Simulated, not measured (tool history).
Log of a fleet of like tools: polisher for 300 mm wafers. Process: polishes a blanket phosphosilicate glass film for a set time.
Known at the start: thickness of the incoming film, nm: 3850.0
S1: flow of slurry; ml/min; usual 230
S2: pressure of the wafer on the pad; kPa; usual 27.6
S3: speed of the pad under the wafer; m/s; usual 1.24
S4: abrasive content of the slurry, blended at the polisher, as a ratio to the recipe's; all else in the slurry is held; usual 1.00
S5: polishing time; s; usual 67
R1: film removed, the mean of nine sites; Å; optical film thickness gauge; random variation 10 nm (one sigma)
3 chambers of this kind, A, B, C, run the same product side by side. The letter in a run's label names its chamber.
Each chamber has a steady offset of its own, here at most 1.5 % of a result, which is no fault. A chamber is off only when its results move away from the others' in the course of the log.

run   hour   S1    S2    S3    S4  S5       R1
       4.3  -- chamber A: worn pad replaced by a new one
 1B    4.3  230  27.6  1.24  1.00  67   7242.3
       4.5  -- chamber A: slurry blender recalibrated
 2A    7.5  230  27.6  1.24  1.00  67   7340.9
 3C   10.3  230  27.6  1.24  1.00  67   7090.6
 4B   13.4  230  27.6  1.24  1.00  67   7148.5
 5C   17.7  230  27.6  1.06  1.00  67   6507.5
 6A   21.5  230  27.6  1.06  1.00  67   6304.2
 7C   26.0  230  27.6  1.06  1.00  67   6450.3
 8A   28.3  275  24.1  1.24  1.00  67   6613.9
 9B   31.1  275  24.1  1.24  1.00  67   6584.3
      33.0  -- chamber B: worn pad replaced by a new one
10A   34.1  275  24.1  1.24  1.00  67   6456.5
11B   36.5  230  27.6  1.24  1.00  67   7355.1
12C   41.0  230  27.6  1.24  1.00  67   7239.6
13B   45.5  230  27.6  1.24  1.00  67   7320.2
14C   48.5  230  27.6  1.24  1.00  67   7117.4
15A   52.8  230  27.6  1.24  1.00  67   7377.2
      54.2  -- chamber C: slurry blender recalibrated
      56.4  -- chamber B: slurry blender recalibrated
16C   57.2  230  27.6  1.24  1.00  67   7323.6
17B   61.3  230  27.6  1.24  1.00  67   7229.2
18A   63.8  230  27.6  1.24  1.00  67   7408.3
19A   66.1  230  36.5  1.24  1.15  67  10461.0
20C   70.5  230  36.5  1.24  1.15  67  10222.0
      71.1  -- chamber B: conditioning disc replaced and pad reconditioned
21B   74.1  230  36.5  1.24  1.15  67  10132.0
22B   76.2  230  27.6  1.24  1.00  67   7187.9
      78.2  -- chamber C: head pressure recalibrated
23A   80.2  230  27.6  1.24  1.00  67   7318.3
24C   83.5  230  27.6  1.24  1.00  67   7440.9
25C   86.7  230  23.4  1.24  1.00  67   5988.9
26A   89.3  230  23.4  1.24  1.00  67   6205.8
      90.0  -- chamber B: head pressure recalibrated
      91.4  -- chamber A: worn pad replaced by a new one
27B   92.7  230  23.4  1.24  1.00  67   6725.7
      95.4  -- chamber B: slurry nozzle cleaned
28B   96.0  230  27.6  1.24  1.00  67   8227.6
29A  100.5  230  27.6  1.24  1.00  67   7114.0
30C  105.0  230  27.6  1.24  1.00  67   7112.8
31A  108.3  230  27.6  1.24  1.00  67   7218.8
32B  111.4  230  27.6  1.24  1.00  67   8172.8
     112.3  -- chamber B: worn pad replaced by a new one
33C  114.6  230  27.6  1.24  1.00  67   7175.2
34B  118.7  230  27.6  1.24  1.00  67   8058.3
35C  121.1  230  27.6  1.24  1.00  67   7310.7
36A  125.1  230  27.6  1.24  1.00  67   7397.4
37C  129.2  230  27.6  1.24  1.00  67   7056.8
38B  132.2  230  27.6  1.24  1.00  55   6475.2
     132.7  -- chamber C: worn pad replaced by a new one
39A  136.6  230  27.6  1.24  1.00  55   5965.4
40B  138.8  230  27.6  1.24  1.00  55   6571.3
41A  142.2  230  27.6  1.24  1.00  67   7327.5
42C  145.3  230  27.6  1.24  1.00  67   7269.9
43C  148.5  230  27.6  1.24  0.85  67   6905.8
44A  151.0  230  27.6  1.24  0.85  67   6715.2

What goes on in this fleet: one chamber off, a drifting gauge, or nothing beyond the chambers' own small offsets? Name the chamber and the cause, if any.

A service left chamber B off against the others.
Cause: head's pressure above its setpoint, % = 11.1.

Here are 4 candidates for chamber B's next run, each the usual settings with a change, their results left as question marks. Which one brings its results back in line with what the others give on the usual settings?
In line means no further than this from the other chambers' mean on the usual settings: R1 350.0 Å
45B-1  154.4  230  27.6  1.30  1.00  70   ?
45B-2  154.4  230  27.6  1.24  0.70  67   ?
45B-3  154.4  230  29.6  1.32  1.00  72   ?
45B-4  154.4  230  27.6  1.24  0.80  67   ?

The other chambers' mean on the usual settings: R1 7260.1 Å
  run      R1
45B-1  8635.3
45B-2  6636.8
45B-3  9656.7
45B-4  7130.8
45B-4 brings the chamber back in line.

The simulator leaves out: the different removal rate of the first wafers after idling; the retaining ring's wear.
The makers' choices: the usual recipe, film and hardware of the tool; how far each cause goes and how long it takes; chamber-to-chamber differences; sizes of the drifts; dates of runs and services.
